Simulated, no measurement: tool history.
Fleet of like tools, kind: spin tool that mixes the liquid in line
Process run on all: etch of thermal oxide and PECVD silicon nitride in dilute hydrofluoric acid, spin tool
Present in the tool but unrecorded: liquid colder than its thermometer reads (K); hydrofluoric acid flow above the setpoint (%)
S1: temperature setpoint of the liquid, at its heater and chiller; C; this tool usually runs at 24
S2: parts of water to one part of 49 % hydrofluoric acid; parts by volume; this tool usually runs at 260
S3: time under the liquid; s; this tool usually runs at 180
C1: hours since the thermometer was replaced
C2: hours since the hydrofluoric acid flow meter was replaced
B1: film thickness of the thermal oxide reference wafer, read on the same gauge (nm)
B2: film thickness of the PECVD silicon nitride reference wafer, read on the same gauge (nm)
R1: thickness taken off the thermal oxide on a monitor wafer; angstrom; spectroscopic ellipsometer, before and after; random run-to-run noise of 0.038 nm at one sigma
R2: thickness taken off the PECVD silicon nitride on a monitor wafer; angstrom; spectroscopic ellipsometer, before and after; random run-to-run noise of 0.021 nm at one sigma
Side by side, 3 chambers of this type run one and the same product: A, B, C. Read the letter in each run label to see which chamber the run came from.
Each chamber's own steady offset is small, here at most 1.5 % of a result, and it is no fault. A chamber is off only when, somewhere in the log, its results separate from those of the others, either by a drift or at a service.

{"run": "1C", "hour": 16.1, "S1": 24, "S2": 260, "S3": 180, "C1": 379.6, "C2": 70.9, "B1": 119.98, "B2": 129.99, "R1": 27.117, "R2": 11.674}
{"run": "2B", "hour": 24.1, "S1": 24, "S2": 260, "S3": 180, "C1": 555.2, "C2": 1004.4, "B1": 119.99, "B2": 130.01, "R1": 26.938, "R2": 11.324}
{"run": "3A", "hour": 37.4, "S1": 24, "S2": 260, "S3": 180, "C1": 739.3, "C2": 753.3, "B1": 120, "B2": 129.99, "R1": 26.814, "R2": 11.912}
{"run": "4A", "hour": 49.1, "S1": 24, "S2": 260, "S3": 180, "C1": 751, "C2": 765, "B1": 119.97, "B2": 130.03, "R1": 26.873, "R2": 12.035}
{"run": "5C", "hour": 56.5, "S1": 24, "S2": 260, "S3": 180, "C1": 420, "C2": 111.3, "B1": 119.99, "B2": 130, "R1": 27.257, "R2": 11.826}
{"run": "6B", "hour": 70.7, "S1": 24, "S2": 260, "S3": 180, "C1": 601.8, "C2": 1051, "B1": 120, "B2": 130.06, "R1": 26.626, "R2": 11.689}
{"run": "7A", "hour": 81.5, "S1": 24, "S2": 260, "S3": 180, "C1": 783.4, "C2": 797.4, "B1": 120, "B2": 129.98, "R1": 27.156, "R2": 12.01}
{"run": "8C", "hour": 92.1, "S1": 24, "S2": 260, "S3": 180, "C1": 455.6, "C2": 146.9, "B1": 120.02, "B2": 129.99, "R1": 27.586, "R2": 12.431}
{"run": "9B", "hour": 99.3, "S1": 24, "S2": 260, "S3": 180, "C1": 630.4, "C2": 1079.6, "B1": 120.02, "B2": 130, "R1": 27.008, "R2": 11.47}
{"run": "10C", "hour": 108.0, "S1": 24, "S2": 260, "S3": 180, "C1": 471.5, "C2": 162.8, "B1": 120.01, "B2": 130.02, "R1": 27.306, "R2": 11.471}
{"hour": 114.8, "done": "chamber A: hydrofluoric acid flow meter replaced"}
{"run": "11B", "hour": 121.4, "S1": 24, "S2": 260, "S3": 180, "C1": 652.5, "C2": 1101.7, "B1": 119.97, "B2": 130.01, "R1": 25.828, "R2": 11.392}
{"run": "12A", "hour": 134.9, "S1": 24, "S2": 260, "S3": 180, "C1": 836.8, "C2": 20.1, "B1": 119.99, "B2": 130, "R1": 27.21, "R2": 11.953}
{"run": "13A", "hour": 146.0, "S1": 24, "S2": 260, "S3": 180, "C1": 847.9, "C2": 31.2, "B1": 119.98, "B2": 130.01, "R1": 27.021, "R2": 12.014}
{"run": "14C", "hour": 158.3, "S1": 21.5, "S2": 260, "S3": 180, "C1": 521.8, "C2": 213.1, "B1": 119.99, "B2": 129.94, "R1": 25.225, "R2": 10.266}
{"run": "15B", "hour": 165.6, "S1": 21.5, "S2": 260, "S3": 180, "C1": 696.7, "C2": 1145.9, "B1": 119.98, "B2": 130, "R1": 23.598, "R2": 9.8603}
{"run": "16A", "hour": 180.4, "S1": 21.5, "S2": 260, "S3": 180, "C1": 882.3, "C2": 65.6, "B1": 120, "B2": 130.01, "R1": 24.722, "R2": 10.281}
{"run": "17C", "hour": 190.6, "S1": 24, "S2": 260, "S3": 180, "C1": 554.1, "C2": 245.4, "B1": 120.02, "B2": 130.01, "R1": 26.998, "R2": 11.851}
{"run": "18B", "hour": 202.7, "S1": 24, "S2": 260, "S3": 180, "C1": 733.8, "C2": 1183, "B1": 119.99, "B2": 130, "R1": 26.003, "R2": 11.316}
{"run": "19B", "hour": 213.8, "S1": 24, "S2": 260, "S3": 180, "C1": 744.9, "C2": 1194.1, "B1": 119.99, "B2": 129.98, "R1": 25.648, "R2": 11}
{"run": "20A", "hour": 225.7, "S1": 24, "S2": 260, "S3": 180, "C1": 927.6, "C2": 110.9, "B1": 119.99, "B2": 129.99, "R1": 26.836, "R2": 11.765}
{"run": "21C", "hour": 239.1, "S1": 24, "S2": 260, "S3": 180, "C1": 602.6, "C2": 293.9, "B1": 120.01, "B2": 129.99, "R1": 27.281, "R2": 12.176}
{"run": "22A", "hour": 255.1, "S1": 24, "S2": 260, "S3": 180, "C1": 957, "C2": 140.3, "B1": 120, "B2": 130.01, "R1": 26.54, "R2": 12.049}
{"run": "23B", "hour": 264.2, "S1": 24, "S2": 260, "S3": 180, "C1": 795.3, "C2": 1244.5, "B1": 120, "B2": 130.01, "R1": 26.181, "R2": 11.109}
{"run": "24C", "hour": 280.2, "S1": 24, "S2": 260, "S3": 180, "C1": 643.7, "C2": 335, "B1": 120.02, "B2": 130.02, "R1": 27.059, "R2": 12.023}
{"run": "25B", "hour": 290.0, "S1": 24, "S2": 260, "S3": 180, "C1": 821.1, "C2": 1270.3, "B1": 120, "B2": 129.97, "R1": 25.523, "R2": 10.87}
{"run": "26A", "hour": 304.5, "S1": 24, "S2": 260, "S3": 180, "C1": 1006.4, "C2": 189.7, "B1": 119.97, "B2": 129.96, "R1": 26.792, "R2": 12.462}
{"run": "27C", "hour": 320.1, "S1": 26.5, "S2": 260, "S3": 75, "C1": 683.6, "C2": 374.9, "B1": 120, "B2": 129.99, "R1": 12.248, "R2": 5.9299}
{"run": "28B", "hour": 328.0, "S1": 26.5, "S2": 260, "S3": 75, "C1": 859.1, "C2": 1308.3, "B1": 120.02, "B2": 129.97, "R1": 11.563, "R2": 5.1646}
{"run": "29A", "hour": 339.2, "S1": 26.5, "S2": 260, "S3": 75, "C1": 1041.1, "C2": 224.4, "B1": 120.03, "B2": 130.03, "R1": 12.362, "R2": 5.833}
{"run": "30C", "hour": 347.0, "S1": 24, "S2": 260, "S3": 180, "C1": 710.5, "C2": 401.8, "B1": 119.97, "B2": 130.07, "R1": 26.588, "R2": 11.718}
{"run": "31B", "hour": 360.4, "S1": 24, "S2": 260, "S3": 180, "C1": 891.5, "C2": 1340.7, "B1": 120, "B2": 130.01, "R1": 25.361, "R2": 10.283}
{"run": "32C", "hour": 376.5, "S1": 21.5, "S2": 210, "S3": 180, "C1": 740, "C2": 431.3, "B1": 120.02, "B2": 130.02, "R1": 31.614, "R2": 12.586}
{"run": "33A", "hour": 386.5, "S1": 21.5, "S2": 210, "S3": 180, "C1": 1088.4, "C2": 271.7, "B1": 120.01, "B2": 130.01, "R1": 31.998, "R2": 12.395}
{"run": "34C", "hour": 399.9, "S1": 21.5, "S2": 210, "S3": 180, "C1": 763.4, "C2": 454.7, "B1": 120, "B2": 129.99, "R1": 31.604, "R2": 12.447}
{"run": "35A", "hour": 407.4, "S1": 24, "S2": 260, "S3": 180, "C1": 1109.3, "C2": 292.6, "B1": 119.99, "B2": 130.03, "R1": 26.941, "R2": 12.307}
{"run": "36B", "hour": 418.6, "S1": 24, "S2": 260, "S3": 180, "C1": 949.7, "C2": 1398.9, "B1": 119.98, "B2": 129.99, "R1": 24.852, "R2": 10.266}
{"run": "37A", "hour": 429.6, "S1": 24, "S2": 260, "S3": 180, "C1": 1131.5, "C2": 314.8, "B1": 119.99, "B2": 130.06, "R1": 27.055, "R2": 11.782}
{"run": "38B", "hour": 440.3, "S1": 24, "S2": 260, "S3": 180, "C1": 971.4, "C2": 1420.6, "B1": 120.02, "B2": 129.99, "R1": 24.901, "R2": 10.188}

What goes on in this fleet: one chamber off, a drifting gauge, or nothing beyond the chambers' own small offsets? Name the chamber and the cause, if any.

Little by little, chamber B moves away from the other chambers.
Likeliest cause: liquid colder than its thermometer reads (K) = 2.33.

Below are 4 candidate recipes for chamber B's next run, each the usual settings with a change, their results shown as question marks. Which of them brings B's results back in line with what the other chambers give on the usual settings?
In-line tolerance around the mean of the other chambers on the usual settings: R1 1.3 angstrom; R2 0.73 angstrom
{"run": "39B-1", "hour": 451.9, "S1": 20.5, "S2": 225, "S3": 140, "R1": "?", "R2": "?"}
{"run": "39B-2", "hour": 451.9, "S1": 25.5, "S2": 275, "S3": 200, "R1": "?", "R2": "?"}
{"run": "39B-3", "hour": 451.9, "S1": 27.5, "S2": 290, "S3": 220, "R1": "?", "R2": "?"}
{"run": "39B-4", "hour": 451.9, "S1": 22.5, "S2": 245, "S3": 160, "R1": "?", "R2": "?"}

On the usual settings, the other chambers give on average: R1 27.054 angstrom; R2 11.902 angstrom
run=39B-1 R1=20.019 R2=7.3706
run=39B-2 R1=26.828 R2=11.905
run=39B-3 R1=29.556 R2=14.033
run=39B-4 R1=22.245 R2=8.8334
39B-2 puts the chamber back in line with the other chambers.
